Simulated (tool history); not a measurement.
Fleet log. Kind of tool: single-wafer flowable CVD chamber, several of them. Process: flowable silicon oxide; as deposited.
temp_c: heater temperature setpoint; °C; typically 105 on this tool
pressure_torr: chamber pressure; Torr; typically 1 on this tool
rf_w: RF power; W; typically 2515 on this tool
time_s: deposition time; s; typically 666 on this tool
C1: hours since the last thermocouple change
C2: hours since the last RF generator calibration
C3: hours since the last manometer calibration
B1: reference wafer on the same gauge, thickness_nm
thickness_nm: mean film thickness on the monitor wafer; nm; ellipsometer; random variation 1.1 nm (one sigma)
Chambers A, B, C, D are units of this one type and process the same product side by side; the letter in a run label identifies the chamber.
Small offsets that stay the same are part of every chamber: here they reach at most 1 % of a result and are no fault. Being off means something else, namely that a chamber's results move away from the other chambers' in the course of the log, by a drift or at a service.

Run 1C, day 0.267: usual settings; C1 169.9; C2 496.8; C3 688.2; B1 529.2. Result: thickness_nm 471.87 nm.
Run 2A, day 0.542: usual settings; C1 1703.7; C2 462.1; C3 515.9; B1 529.3. Result: thickness_nm 470.86 nm.
Run 3D, day 0.825: usual settings; C1 193.8; C2 1233.2; C3 266.5; B1 528.91. Result: thickness_nm 465.31 nm.
Run 4B, day 1.288: usual settings; C1 1909.9; C2 89.3; C3 746.1; B1 528.91. Result: thickness_nm 470.49 nm.
Run 5A, day 1.583: usual settings; C1 1728.7; C2 487.1; C3 540.9; B1 529.27. Result: thickness_nm 469.84 nm.
Run 6B, day 2.075: usual settings; C1 1928.8; C2 108.2; C3 765; B1 529.21. Result: thickness_nm 470.73 nm.
Run 7D, day 2.508: usual settings but pressure_torr 0.85 Torr; C1 234.2; C2 1273.6; C3 306.9; B1 528.6. Result: thickness_nm 380.54 nm.
Run 8C, day 2.762: usual settings but pressure_torr 0.85 Torr; C1 229.8; C2 556.7; C3 748.1; B1 528.9. Result: thickness_nm 382.37 nm.
Run 9C, day 3: usual settings but pressure_torr 0.85 Torr; C1 235.5; C2 562.4; C3 753.8; B1 529.05. Result: thickness_nm 382.65 nm.
Run 10D, day 3.225: usual settings but pressure_torr 0.85 Torr; C1 251.4; C2 1290.8; C3 324.1; B1 529.12. Result: thickness_nm 380.57 nm.
Run 11A, day 3.617: usual settings; C1 1777.5; C2 535.9; C3 589.7; B1 528.74. Result: thickness_nm 470.55 nm.
Run 12B, day 4.05: usual settings but temp_c 99 °C, rf_w 2160 W; C1 1976.2; C2 155.6; C3 812.4; B1 529.19. Result: thickness_nm 564.38 nm.
Run 13A, day 4.504: usual settings but temp_c 99 °C, rf_w 2160 W; C1 1798.8; C2 557.2; C3 611; B1 528.77. Result: thickness_nm 560.42 nm.
Run 14B, day 4.779: usual settings but temp_c 99 °C, rf_w 2160 W; C1 1993.7; C2 173.1; C3 829.9; B1 528.7. Result: thickness_nm 561.96 nm.
At day 5: chamber B: capacitance manometer re-zeroed and calibrated.
Run 15C, day 5.192: usual settings but temp_c 99 °C, rf_w 2160 W; C1 288.1; C2 615; C3 806.4; B1 529.04. Result: thickness_nm 558.01 nm.
Run 16D, day 5.638: usual settings; C1 309.3; C2 1348.7; C3 382; B1 528.79. Result: thickness_nm 466.67 nm.
Run 17C, day 5.971: usual settings; C1 306.8; C2 633.7; C3 825.1; B1 528.85. Result: thickness_nm 472.91 nm.
Run 18A, day 6.433: usual settings; C1 1845.1; C2 603.5; C3 657.3; B1 529.07. Result: thickness_nm 470.39 nm.
Run 19B, day 6.862: usual settings but pressure_torr 0.86 Torr, time_s 718 s; C1 2043.7; C2 223.1; C3 44.7; B1 528.8. Result: thickness_nm 421.18 nm.
Run 20D, day 7.225: usual settings but pressure_torr 0.86 Torr, time_s 718 s; C1 347.4; C2 1386.8; C3 420.1; B1 529.14. Result: thickness_nm 417.86 nm.
Run 21D, day 7.612: usual settings but pressure_torr 0.86 Torr, time_s 718 s; C1 356.7; C2 1396.1; C3 429.4; B1 528.97. Result: thickness_nm 415.69 nm.
Run 22B, day 7.9: usual settings but pressure_torr 0.86 Torr, time_s 718 s; C1 2068.6; C2 248; C3 69.6; B1 528.65. Result: thickness_nm 422.93 nm.
Run 23C, day 8.167: usual settings; C1 359.5; C2 686.4; C3 877.8; B1 528.99. Result: thickness_nm 469.37 nm.
Run 24A, day 8.379: usual settings but pressure_torr 0.85 Torr; C1 1891.8; C2 650.2; C3 704; B1 528.92. Result: thickness_nm 382.53 nm.
Run 25D, day 8.85: usual settings but pressure_torr 0.85 Torr; C1 386.4; C2 1425.8; C3 459.1; B1 529.27. Result: thickness_nm 380.83 nm.
Run 26C, day 9.067: usual settings but pressure_torr 0.85 Torr; C1 381.1; C2 708; C3 899.4; B1 529.15. Result: thickness_nm 382.81 nm.
Run 27B, day 9.362: usual settings but pressure_torr 0.85 Torr; C1 2103.7; C2 283.1; C3 104.7; B1 528.86. Result: thickness_nm 387.09 nm.
Run 28A, day 9.629: usual settings; C1 1921.8; C2 680.2; C3 734; B1 528.5. Result: thickness_nm 470.37 nm.
Run 29A, day 10.038: usual settings; C1 1931.6; C2 690; C3 743.8; B1 529.05. Result: thickness_nm 470.22 nm.
Run 30B, day 10.421: usual settings but rf_w 2680 W; C1 2129.1; C2 308.5; C3 130.1; B1 528.79. Result: thickness_nm 472.93 nm.
Run 31D, day 10.879: usual settings but rf_w 2680 W; C1 435.1; C2 1474.5; C3 507.8; B1 529.18. Result: thickness_nm 469.72 nm.
Run 32C, day 11.217: usual settings but rf_w 2680 W; C1 432.7; C2 759.6; C3 951; B1 529.15. Result: thickness_nm 475.58 nm.
Run 33D, day 11.458: usual settings but rf_w 2680 W; C1 449; C2 1488.4; C3 521.7; B1 528.57. Result: thickness_nm 472.1 nm.
Run 34A, day 11.821: usual settings; C1 1974.4; C2 732.8; C3 786.6; B1 528.9. Result: thickness_nm 469.71 nm.
Run 35C, day 12.071: usual settings; C1 453.2; C2 780.1; C3 971.5; B1 529.09. Result: thickness_nm 471.78 nm.
Run 36B, day 12.35: usual settings; C1 2175.4; C2 354.8; C3 176.4; B1 529.24. Result: thickness_nm 472.27 nm.
Run 37B, day 12.725: usual settings; C1 2184.4; C2 363.8; C3 185.4; B1 529.03. Result: thickness_nm 471.3 nm.
Run 38C, day 13.183: usual settings; C1 479.9; C2 806.8; C3 998.2; B1 528.96. Result: thickness_nm 471.09 nm.
Run 39A, day 13.542: usual settings; C1 2015.7; C2 774.1; C3 827.9; B1 529.02. Result: thickness_nm 470.33 nm.
Run 40D, day 13.833: usual settings but time_s 556 s; C1 506; C2 1545.4; C3 578.7; B1 528.81. Result: thickness_nm 390.2 nm.
Run 41C, day 14.15: usual settings but time_s 556 s; C1 503.1; C2 830; C3 1021.4; B1 528.79. Result: thickness_nm 393.23 nm.
Run 42A, day 14.558: usual settings but time_s 556 s; C1 2040.1; C2 798.5; C3 852.3; B1 529.25. Result: thickness_nm 394.74 nm.
Run 43D, day 14.8: usual settings but time_s 556 s; C1 529.2; C2 1568.6; C3 601.9; B1 529.24. Result: thickness_nm 389.34 nm.

Next, all 4 chambers run the settings below, one line each with question marks for the results. What does each chamber give?
Run 44A, day 15.15: usual settings. Result: thickness_nm ?.
Run 44B, day 15.15: usual settings. Result: thickness_nm ?.
Run 44C, day 15.15: usual settings. Result: thickness_nm ?.
Run 44D, day 15.15: usual settings. Result: thickness_nm ?.

run  thickness_nm
44A        470.85
44B        470.37
44C        471.05
44D        466.12

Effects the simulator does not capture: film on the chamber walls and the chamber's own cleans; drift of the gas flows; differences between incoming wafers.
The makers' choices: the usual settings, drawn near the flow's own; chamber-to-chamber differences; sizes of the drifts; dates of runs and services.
